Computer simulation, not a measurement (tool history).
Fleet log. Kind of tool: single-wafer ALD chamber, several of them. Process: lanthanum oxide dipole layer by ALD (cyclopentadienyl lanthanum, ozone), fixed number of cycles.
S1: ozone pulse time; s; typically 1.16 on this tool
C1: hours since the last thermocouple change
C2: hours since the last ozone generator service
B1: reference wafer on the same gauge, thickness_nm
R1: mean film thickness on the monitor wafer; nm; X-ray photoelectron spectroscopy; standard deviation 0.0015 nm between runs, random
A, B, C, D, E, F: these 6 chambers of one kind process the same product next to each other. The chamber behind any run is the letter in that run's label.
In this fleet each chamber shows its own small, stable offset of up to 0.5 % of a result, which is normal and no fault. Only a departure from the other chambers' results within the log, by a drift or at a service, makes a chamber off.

run 1D hour=6.1 | S1=1.16 | C1=1051.9 C2=262.7 | B1=0.57513 | R1=0.52013
run 2C hour=15.7 | S1=1.16 | C1=1361.8 C2=889.7 | B1=0.57533 | R1=0.52097
run 3E hour=22.0 | S1=1.16 | C1=725.8 C2=79.1 | B1=0.57489 | R1=0.52156
-- hour=24.5 chamber A: ozone generator serviced
run 4A hour=28.1 | S1=1.16 | C1=2031.5 C2=3.6 | B1=0.57515 | R1=0.52212
run 5F hour=34.2 | S1=1.16 | C1=1568.9 C2=349.5 | B1=0.57467 | R1=0.51883
run 6B hour=42.1 | S1=1.16 | C1=328.6 C2=222.5 | B1=0.57482 | R1=0.52055
run 7C hour=48.9 | S1=1.16 | C1=1395.0 C2=922.9 | B1=0.57460 | R1=0.51946
run 8A hour=57.4 | S1=1.16 | C1=2060.8 C2=32.9 | B1=0.57488 | R1=0.52477
run 9F hour=68.1 | S1=1.16 | C1=1602.8 C2=383.4 | B1=0.57503 | R1=0.51881
run 10D hour=73.6 | S1=1.16 | C1=1119.4 C2=330.2 | B1=0.57500 | R1=0.52313
run 11B hour=80.1 | S1=1.53 | C1=366.6 C2=260.5 | B1=0.57521 | R1=0.54937
run 12E hour=87.9 | S1=1.53 | C1=791.7 C2=145.0 | B1=0.57488 | R1=0.55253
run 13F hour=95.4 | S1=1.53 | C1=1630.1 C2=410.7 | B1=0.57510 | R1=0.54940
run 14E hour=103.3 | S1=1.53 | C1=807.1 C2=160.4 | B1=0.57507 | R1=0.55161
run 15D hour=114.0 | S1=1.53 | C1=1159.8 C2=370.6 | B1=0.57546 | R1=0.54843
run 16A hour=121.2 | S1=1.53 | C1=2124.6 C2=96.7 | B1=0.57502 | R1=0.55396
run 17C hour=126.0 | S1=1.16 | C1=1472.1 C2=1000.0 | B1=0.57507 | R1=0.52202
-- hour=133.8 chamber C: ozone generator serviced
run 18B hour=134.2 | S1=1.16 | C1=420.7 C2=314.6 | B1=0.57530 | R1=0.52044
run 19E hour=144.8 | S1=1.16 | C1=848.6 C2=201.9 | B1=0.57527 | R1=0.52094
run 20D hour=155.4 | S1=1.16 | C1=1201.2 C2=412.0 | B1=0.57492 | R1=0.51623
run 21F hour=165.3 | S1=1.16 | C1=1700.0 C2=480.6 | B1=0.57503 | R1=0.51664
run 22B hour=172.6 | S1=1.30 | C1=459.1 C2=353.0 | B1=0.57503 | R1=0.53550
run 23C hour=179.8 | S1=1.30 | C1=1525.9 C2=46.1 | B1=0.57488 | R1=0.53630
run 24A hour=190.6 | S1=1.30 | C1=2194.0 C2=166.1 | B1=0.57475 | R1=0.53690
run 25A hour=200.0 | S1=1.30 | C1=2203.4 C2=175.5 | B1=0.57538 | R1=0.53571
-- hour=203.4 chamber C: thermocouple changed; heater temperature recalibrated
run 26F hour=207.4 | S1=1.30 | C1=1742.1 C2=522.7 | B1=0.57484 | R1=0.53433
run 27E hour=213.6 | S1=1.30 | C1=917.4 C2=270.7 | B1=0.57463 | R1=0.53290
run 28D hour=221.8 | S1=1.37 | C1=1267.6 C2=478.4 | B1=0.57522 | R1=0.53509
-- hour=226.1 chamber F: thermocouple changed; heater temperature recalibrated
run 29B hour=227.7 | S1=1.37 | C1=514.2 C2=408.1 | B1=0.57507 | R1=0.54484
run 30C hour=237.6 | S1=1.37 | C1=34.3 C2=103.9 | B1=0.57511 | R1=0.53849
run 31B hour=242.2 | S1=1.37 | C1=528.7 C2=422.6 | B1=0.57505 | R1=0.54340
run 32C hour=250.2 | S1=1.37 | C1=46.9 C2=116.5 | B1=0.57505 | R1=0.53733
run 33D hour=256.5 | S1=1.37 | C1=1302.3 C2=513.1 | B1=0.57524 | R1=0.52821
run 34F hour=262.8 | S1=1.16 | C1=36.7 C2=578.1 | B1=0.57521 | R1=0.51807
run 35E hour=268.6 | S1=1.16 | C1=972.4 C2=325.7 | B1=0.57481 | R1=0.52036
run 36A hour=274.8 | S1=1.16 | C1=2278.2 C2=250.3 | B1=0.57504 | R1=0.52281
run 37D hour=284.9 | S1=1.16 | C1=1330.7 C2=541.5 | B1=0.57515 | R1=0.50350
run 38F hour=294.9 | S1=1.42 | C1=68.8 C2=610.2 | B1=0.57471 | R1=0.54297

For the next run the whole fleet of 6 chambers uses the same settings. Give each chamber's results:
run 39A hour=302.7 | S1=1.16 | R1=?
run 39B hour=302.7 | S1=1.16 | R1=?
run 39C hour=302.7 | S1=1.16 | R1=?
run 39D hour=302.7 | S1=1.16 | R1=?
run 39E hour=302.7 | S1=1.16 | R1=?
run 39F hour=302.7 | S1=1.16 | R1=?

run=39A R1=0.52283
run=39B R1=0.52169
run=39C R1=0.52073
run=39D R1=0.50035
run=39E R1=0.52473
run=39F R1=0.52051
